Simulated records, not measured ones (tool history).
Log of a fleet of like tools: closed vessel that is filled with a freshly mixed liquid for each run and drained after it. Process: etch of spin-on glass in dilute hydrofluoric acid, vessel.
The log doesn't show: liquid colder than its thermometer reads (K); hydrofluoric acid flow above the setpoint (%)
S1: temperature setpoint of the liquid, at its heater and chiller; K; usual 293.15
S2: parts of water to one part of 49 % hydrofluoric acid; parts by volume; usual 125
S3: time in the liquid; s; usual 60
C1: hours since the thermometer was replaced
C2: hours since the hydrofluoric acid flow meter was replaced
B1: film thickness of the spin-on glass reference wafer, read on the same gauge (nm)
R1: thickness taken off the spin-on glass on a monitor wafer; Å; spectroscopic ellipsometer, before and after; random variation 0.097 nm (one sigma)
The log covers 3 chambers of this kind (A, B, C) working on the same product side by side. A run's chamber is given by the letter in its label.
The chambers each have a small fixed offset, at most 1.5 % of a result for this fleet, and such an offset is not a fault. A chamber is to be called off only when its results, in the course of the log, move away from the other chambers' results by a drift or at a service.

| run | hour | S1 | S2 | S3 | C1 | C2 | B1 | R1 |
|---|---|---|---|---|---|---|---|---|
| 1A | 3.6 | 293.15 | 125 | 60 | 1394.9 | 1972.1 | 70.063 | 118.44 |
| 2B | 10.2 | 293.15 | 125 | 60 | 301.6 | 330.4 | 70.008 | 120.45 |
| 3C | 16.7 | 293.15 | 125 | 60 | 121 | 101.1 | 70 | 117.37 |
| 4C | 22.8 | 293.15 | 125 | 60 | 127.1 | 107.2 | 70.046 | 116.8 |
| 5A | 26.8 | 293.15 | 125 | 60 | 1418.1 | 1995.3 | 69.996 | 117.06 |
| 6B | 31.7 | 293.15 | 145 | 60 | 323.1 | 351.9 | 69.997 | 100.21 |
| 7C | 37.4 | 293.15 | 145 | 60 | 141.7 | 121.8 | 70.033 | 98.48 |
| 8A | 44.1 | 293.15 | 145 | 60 | 1435.4 | 2012.6 | 70.009 | 97.654 |
| 9B | 50.8 | 293.15 | 125 | 60 | 342.2 | 371 | 69.998 | 120.3 |
| 10C | 56.7 | 293.15 | 125 | 60 | 161 | 141.1 | 70.003 | 117.9 |
| 11A | 60.9 | 293.15 | 125 | 60 | 1452.2 | 2029.4 | 69.978 | 119.18 |
| 12B | 67.3 | 293.15 | 125 | 60 | 358.7 | 387.5 | 69.973 | 120.04 |
| 13B | 73 | 293.15 | 125 | 60 | 364.4 | 393.2 | 69.933 | 120.95 |
| 14C | 79 | 293.15 | 65 | 40 | 183.3 | 163.4 | 70.026 | 165.25 |
|  | 83.4 | chamber A: hydrofluoric acid flow meter replaced |
| 15A | 85.4 | 293.15 | 65 | 40 | 1476.7 | 2.1 | 69.977 | 163.87 |
| 16B | 90.5 | 293.15 | 65 | 40 | 381.9 | 410.7 | 69.967 | 169.42 |
| 17C | 94.1 | 293.15 | 125 | 60 | 198.4 | 178.5 | 70.024 | 118.75 |
| 18A | 99.2 | 293.15 | 145 | 60 | 1490.5 | 15.9 | 70.026 | 99.613 |
| 19A | 105.3 | 293.15 | 145 | 60 | 1496.6 | 22 | 69.977 | 99.391 |
| 20C | 112 | 293.15 | 145 | 60 | 216.3 | 196.4 | 69.939 | 100.06 |
| 21B | 118.3 | 293.15 | 125 | 60 | 409.7 | 438.5 | 69.957 | 124.31 |
| 22C | 122 | 290.15 | 125 | 95 | 226.3 | 206.4 | 70.043 | 167.41 |
| 23A | 128.5 | 290.15 | 125 | 95 | 1519.8 | 45.2 | 70.042 | 161.34 |
| 24B | 133.3 | 290.15 | 125 | 95 | 424.7 | 453.5 | 69.962 | 176.45 |
| 25B | 138.5 | 293.15 | 125 | 60 | 429.9 | 458.7 | 69.991 | 127.93 |
| 26A | 143.3 | 293.15 | 125 | 60 | 1534.6 | 60 | 70.007 | 117.05 |
| 27C | 149 | 293.15 | 125 | 60 | 253.3 | 233.4 | 69.965 | 118.9 |
| 28A | 154.9 | 293.15 | 125 | 60 | 1546.2 | 71.6 | 70.008 | 117.95 |
| 29C | 159.6 | 297.15 | 105 | 60 | 263.9 | 244 | 70.018 | 168.77 |
| 30B | 164.4 | 297.15 | 105 | 60 | 455.8 | 484.6 | 69.962 | 188.01 |
| 31C | 170.9 | 297.15 | 105 | 60 | 275.2 | 255.3 | 69.991 | 170.13 |

Read the log: is a single chamber off, either drifting away or since a service, is the gauge that measures every chamber drifting, or is nothing wrong beyond small per-chamber offsets? Name any odd chamber and what most likely caused it.

Little by little, chamber B moves away from the other chambers.
What lies behind it: hydrofluoric acid flow above the setpoint (%) = 9.45.
With only this log, it may be confused with: liquid hotter than its thermometer reads (K).

Below are 4 candidate recipes for chamber B's next run, each the usual settings with a change, their results shown as question marks. Which of them brings B's results back in line with what the other chambers give on the usual settings?
In line means no further than this from the other chambers' mean on the usual settings: R1 3.4 Å
| 32B-1 | 176.2 | 292.65 | 125 | 55 |  |  |  | ? |
| 32B-2 | 176.2 | 293.15 | 155 | 60 |  |  |  | ? |
| 32B-3 | 176.2 | 295.65 | 125 | 60 |  |  |  | ? |
| 32B-4 | 176.2 | 299.15 | 125 | 60 |  |  |  | ? |

The other chambers' mean on the usual settings: R1 118.38 Å
| run | R1 |
|---|---|
| 32B-1 | 118.42 |
| 32B-2 | 103.1 |
| 32B-3 | 145.81 |
| 32B-4 | 167.22 |
It is 32B-1 that realigns the chamber with its peers.
